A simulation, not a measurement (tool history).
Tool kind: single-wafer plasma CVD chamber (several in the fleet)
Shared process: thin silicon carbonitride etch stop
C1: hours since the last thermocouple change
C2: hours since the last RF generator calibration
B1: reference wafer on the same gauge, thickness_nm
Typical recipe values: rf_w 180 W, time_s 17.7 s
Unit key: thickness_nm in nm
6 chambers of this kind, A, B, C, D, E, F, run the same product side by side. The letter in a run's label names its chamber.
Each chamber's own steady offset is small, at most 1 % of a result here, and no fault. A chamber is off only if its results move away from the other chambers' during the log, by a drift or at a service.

run 1A hour=7.1 | rf_w=180 time_s=17.7 | C1=1358.5 C2=807.7 | B1=8.8896 | thickness_nm=9.7931
run 2D hour=13.8 | rf_w=180 time_s=17.7 | C1=3001.4 C2=1270.1 | B1=8.8921 | thickness_nm=9.7173
run 3C hour=25.3 | rf_w=180 time_s=17.7 | C1=1534.3 C2=798.9 | B1=8.8868 | thickness_nm=9.66
run 4B hour=32.1 | rf_w=180 time_s=17.7 | C1=641.1 C2=455.1 | B1=8.8897 | thickness_nm=9.7717
run 5F hour=42.3 | rf_w=180 time_s=17.7 | C1=718.6 C2=2170.6 | B1=8.8868 | thickness_nm=9.8442
-- hour=47.1 chamber F: RF generator calibrated
run 6E hour=49.3 | rf_w=180 time_s=17.7 | C1=1087.4 C2=256.8 | B1=8.8868 | thickness_nm=9.8059
run 7A hour=58.3 | rf_w=180 time_s=17.7 | C1=1409.7 C2=858.9 | B1=8.8934 | thickness_nm=9.7119
run 8C hour=65.2 | rf_w=180 time_s=17.7 | C1=1574.2 C2=838.8 | B1=8.8895 | thickness_nm=9.6512
run 9B hour=79.9 | rf_w=180 time_s=17.7 | C1=688.9 C2=502.9 | B1=8.8959 | thickness_nm=9.8001
-- hour=90.5 chamber D: thermocouple changed; heater temperature recalibrated
run 10D hour=91.4 | rf_w=180 time_s=17.7 | C1=1 C2=1347.7 | B1=8.8886 | thickness_nm=9.7312
run 11F hour=102.6 | rf_w=180 time_s=17.7 | C1=778.9 C2=55.6 | B1=8.8837 | thickness_nm=9.7734
run 12E hour=111.8 | rf_w=150 time_s=17.7 | C1=1149.9 C2=319.3 | B1=8.8921 | thickness_nm=9.279
run 13D hour=122.3 | rf_w=150 time_s=17.7 | C1=31.9 C2=1378.6 | B1=8.8884 | thickness_nm=9.1791
run 14C hour=135.6 | rf_w=150 time_s=17.7 | C1=1644.6 C2=909.2 | B1=8.8917 | thickness_nm=9.1741
run 15A hour=143.8 | rf_w=150 time_s=17.7 | C1=1495.2 C2=944.4 | B1=8.8909 | thickness_nm=9.2208
run 16E hour=150.7 | rf_w=150 time_s=17.7 | C1=1188.8 C2=358.2 | B1=8.9007 | thickness_nm=9.2653
-- hour=160 chamber A: thermocouple changed; heater temperature recalibrated
run 17B hour=162.3 | rf_w=150 time_s=17.7 | C1=771.3 C2=585.3 | B1=8.8885 | thickness_nm=9.1974
run 18F hour=169.5 | rf_w=180 time_s=17.7 | C1=845.8 C2=122.5 | B1=8.8863 | thickness_nm=9.8279
run 19A hour=179.1 | rf_w=180 time_s=17.7 | C1=19.1 C2=979.7 | B1=8.8881 | thickness_nm=9.7489
run 20B hour=189.3 | rf_w=180 time_s=17.7 | C1=798.3 C2=612.3 | B1=8.8959 | thickness_nm=9.7588
run 21E hour=200.7 | rf_w=180 time_s=17.7 | C1=1238.8 C2=408.2 | B1=8.889 | thickness_nm=9.7936
run 22F hour=213.9 | rf_w=180 time_s=17.7 | C1=890.2 C2=166.9 | B1=8.8916 | thickness_nm=9.8516
run 23C hour=227.2 | rf_w=180 time_s=17.7 | C1=1736.2 C2=1000.8 | B1=8.8889 | thickness_nm=9.6884
run 24D hour=235.5 | rf_w=180 time_s=17.7 | C1=145.1 C2=1491.8 | B1=8.892 | thickness_nm=9.6421
run 25C hour=249.4 | rf_w=180 time_s=17.7 | C1=1758.4 C2=1023 | B1=8.892 | thickness_nm=9.6418
run 26F hour=261.5 | rf_w=180 time_s=16 | C1=937.8 C2=214.5 | B1=8.8968 | thickness_nm=8.8644
-- hour=263.7 chamber E: thermocouple changed; heater temperature recalibrated
run 27D hour=272.3 | rf_w=180 time_s=16 | C1=181.9 C2=1528.6 | B1=8.8977 | thickness_nm=8.7002
run 28B hour=286.9 | rf_w=180 time_s=16 | C1=895.9 C2=709.9 | B1=8.8849 | thickness_nm=8.7773
run 29A hour=299.7 | rf_w=180 time_s=16 | C1=139.7 C2=1100.3 | B1=8.8912 | thickness_nm=8.8007
run 30E hour=309 | rf_w=180 time_s=16 | C1=45.3 C2=516.5 | B1=8.8948 | thickness_nm=8.9169
run 31F hour=322.9 | rf_w=180 time_s=16 | C1=999.2 C2=275.9 | B1=8.8878 | thickness_nm=8.8531
run 32D hour=337.7 | rf_w=180 time_s=17.7 | C1=247.3 C2=1594 | B1=8.8883 | thickness_nm=9.5699
run 33C hour=352.2 | rf_w=180 time_s=17.7 | C1=1861.2 C2=1125.8 | B1=8.8903 | thickness_nm=9.6633
run 34E hour=366.6 | rf_w=180 time_s=17.7 | C1=102.9 C2=574.1 | B1=8.9 | thickness_nm=9.7842
run 35A hour=379.3 | rf_w=180 time_s=14.4 | C1=219.3 C2=1179.9 | B1=8.8905 | thickness_nm=7.9216
run 36B hour=390.8 | rf_w=180 time_s=14.4 | C1=999.8 C2=813.8 | B1=8.898 | thickness_nm=7.9036
run 37B hour=398.5 | rf_w=180 time_s=14.4 | C1=1007.5 C2=821.5 | B1=8.8886 | thickness_nm=7.9517
run 38F hour=409.8 | rf_w=180 time_s=14.4 | C1=1086.1 C2=362.8 | B1=8.8811 | thickness_nm=7.9671
run 39C hour=423.6 | rf_w=180 time_s=14.4 | C1=1932.6 C2=1197.2 | B1=8.8975 | thickness_nm=7.9037
run 40E hour=434.4 | rf_w=180 time_s=14.4 | C1=170.7 C2=641.9 | B1=8.8917 | thickness_nm=7.9819
run 41A hour=442.3 | rf_w=215 time_s=15.6 | C1=282.3 C2=1242.9 | B1=8.8977 | thickness_nm=9.0513
run 42D hour=455.4 | rf_w=215 time_s=15.6 | C1=365 C2=1711.7 | B1=8.8943 | thickness_nm=8.8143

Decide between three cases: one chamber stands off from its peers, the gauge reading all wafers drifts, or nothing is wrong past each chamber's small offset. Where a chamber is off, say which and what most likely put it there.

It is chamber D that slowly wanders off from its peers.
Likeliest cause: delivered RF power below the setpoint (%) = 7.46.

Below are 4 candidate recipes for chamber D's next run, each the usual settings with a change, their results shown as question marks. Which of them brings D's results back in line with what the other chambers give on the usual settings?
To be in line, a result may differ from the other chambers' mean on the usual settings by at most: thickness_nm 0.1 nm
run 43D-1 hour=466.3 | rf_w=165 time_s=17.7 | thickness_nm=?
run 43D-2 hour=466.3 | rf_w=180 time_s=17.9 | thickness_nm=?
run 43D-3 hour=466.3 | rf_w=180 time_s=17.5 | thickness_nm=?
run 43D-4 hour=466.3 | rf_w=180 time_s=18.2 | thickness_nm=?

The mean the other chambers reach with the usual settings: thickness_nm 9.7521 nm
run=43D-1 thickness_nm=9.2261
run=43D-2 thickness_nm=9.5832
run=43D-3 thickness_nm=9.3691
run=43D-4 thickness_nm=9.7438
Change 43D-4 lands the chamber within the allowed miss of the other chambers.
